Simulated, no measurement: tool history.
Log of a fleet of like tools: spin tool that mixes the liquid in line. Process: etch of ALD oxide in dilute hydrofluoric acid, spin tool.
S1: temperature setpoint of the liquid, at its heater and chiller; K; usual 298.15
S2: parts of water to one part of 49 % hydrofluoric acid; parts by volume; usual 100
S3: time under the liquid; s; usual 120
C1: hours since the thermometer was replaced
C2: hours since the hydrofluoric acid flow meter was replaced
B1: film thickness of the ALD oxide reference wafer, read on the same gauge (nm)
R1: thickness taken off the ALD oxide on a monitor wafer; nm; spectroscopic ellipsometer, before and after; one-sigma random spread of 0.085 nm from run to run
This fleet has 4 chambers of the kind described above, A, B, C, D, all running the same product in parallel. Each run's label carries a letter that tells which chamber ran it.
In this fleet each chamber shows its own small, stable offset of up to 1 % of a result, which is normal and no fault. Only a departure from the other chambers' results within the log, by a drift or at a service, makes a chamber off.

| run | hour | S1 | S2 | S3 | C1 | C2 | B1 | R1 |
|---|---|---|---|---|---|---|---|---|
| 1C | 10 | 298.15 | 100 | 120 | 654.5 | 223.2 | 119.98 | 24.837 |
| 2B | 22.7 | 298.15 | 100 | 120 | 106.3 | 807.3 | 120.02 | 24.645 |
| 3A | 33.2 | 298.15 | 100 | 120 | 943.1 | 446.7 | 119.99 | 24.885 |
| 4D | 47.5 | 298.15 | 100 | 120 | 685.6 | 879.6 | 120 | 24.75 |
| 5C | 58.5 | 298.15 | 100 | 120 | 703 | 271.7 | 119.97 | 24.993 |
| 6B | 68.1 | 298.15 | 100 | 120 | 151.7 | 852.7 | 119.99 | 24.798 |
| 7A | 77.7 | 298.15 | 100 | 120 | 987.6 | 491.2 | 120 | 24.83 |
| 8D | 87.2 | 298.15 | 120 | 65 | 725.3 | 919.3 | 120 | 10.982 |
| 9C | 99.2 | 298.15 | 120 | 65 | 743.7 | 312.4 | 120.01 | 10.954 |
| 10B | 108.1 | 298.15 | 120 | 65 | 191.7 | 892.7 | 119.99 | 10.876 |
| 11D | 117.1 | 298.15 | 120 | 65 | 755.2 | 949.2 | 119.96 | 10.925 |
|  | 125.4 | chamber D: thermometer replaced |
| 12A | 129.8 | 298.15 | 100 | 120 | 1039.7 | 543.3 | 119.98 | 25.017 |
|  | 130.9 | chamber A: hydrofluoric acid flow meter replaced |
| 13B | 143.5 | 298.15 | 100 | 120 | 227.1 | 928.1 | 120 | 24.62 |
| 14C | 157.7 | 298.15 | 100 | 120 | 802.2 | 370.9 | 120.02 | 25.02 |
|  | 158.2 | chamber D: hydrofluoric acid flow meter replaced |
| 15A | 168.8 | 298.15 | 100 | 120 | 1078.7 | 37.9 | 119.98 | 24.942 |
| 16D | 184.5 | 298.15 | 100 | 120 | 59.2 | 26.4 | 119.99 | 24.867 |
| 17C | 196.9 | 298.15 | 100 | 120 | 841.4 | 410.1 | 119.99 | 24.898 |
|  | 202.6 | chamber C: thermometer replaced |
|  | 208.3 | chamber C: hydrofluoric acid flow meter replaced |
| 18B | 212.9 | 298.15 | 100 | 120 | 296.5 | 997.5 | 120 | 24.813 |
| 19D | 220.5 | 298.15 | 100 | 120 | 95.2 | 62.4 | 119.99 | 24.865 |
| 20A | 230.7 | 298.15 | 115 | 85 | 1140.6 | 99.8 | 120.01 | 15.054 |
| 21A | 245.8 | 298.15 | 115 | 85 | 1155.7 | 114.9 | 120 | 15.049 |
| 22B | 252.8 | 298.15 | 115 | 85 | 336.4 | 1037.4 | 119.98 | 14.969 |
| 23D | 265.5 | 298.15 | 115 | 85 | 140.2 | 107.4 | 120 | 15.102 |
| 24C | 277.2 | 302.15 | 100 | 120 | 74.7 | 68.9 | 120 | 29.135 |
| 25D | 289.1 | 302.15 | 100 | 120 | 163.8 | 131 | 120 | 29.017 |
| 26C | 296.2 | 302.15 | 100 | 120 | 93.7 | 87.9 | 120 | 29.115 |
| 27B | 305.2 | 302.15 | 100 | 120 | 388.8 | 1089.8 | 120.03 | 28.732 |
| 28A | 320.4 | 298.15 | 100 | 120 | 1230.3 | 189.5 | 119.98 | 25.05 |
| 29A | 328.8 | 298.15 | 100 | 120 | 1238.7 | 197.9 | 120 | 24.923 |
| 30D | 336.7 | 298.15 | 100 | 120 | 211.4 | 178.6 | 119.99 | 24.863 |
| 31C | 347 | 298.15 | 100 | 120 | 144.5 | 138.7 | 119.98 | 24.885 |
| 32B | 358 | 298.15 | 100 | 120 | 441.6 | 1142.6 | 120.02 | 24.66 |
| 33B | 373.8 | 298.15 | 75 | 120 | 457.4 | 1158.4 | 120.01 | 34.133 |
| 34C | 389.2 | 298.15 | 75 | 120 | 186.7 | 180.9 | 119.98 | 34.335 |
| 35A | 396.1 | 298.15 | 75 | 120 | 1306 | 265.2 | 119.98 | 33.875 |
| 36D | 408.4 | 298.15 | 75 | 120 | 283.1 | 250.3 | 119.97 | 34.004 |
| 37B | 417.6 | 298.15 | 100 | 120 | 501.2 | 1202.2 | 120 | 24.681 |
| 38D | 429.1 | 298.15 | 100 | 120 | 303.8 | 271 | 120 | 24.853 |
| 39C | 437.5 | 298.15 | 100 | 120 | 235 | 229.2 | 120 | 25.02 |

Next, all 4 chambers run the settings below, one line each with question marks for the results. What does each chamber give?
| 40A | 449 | 298.15 | 100 | 155 |  |  |  | ? |
| 40B | 449 | 298.15 | 100 | 155 |  |  |  | ? |
| 40C | 449 | 298.15 | 100 | 155 |  |  |  | ? |
| 40D | 449 | 298.15 | 100 | 155 |  |  |  | ? |

| run | R1 |
|---|---|
| 40A | 31.831 |
| 40B | 31.916 |
| 40C | 32.086 |
| 40D | 31.95 |
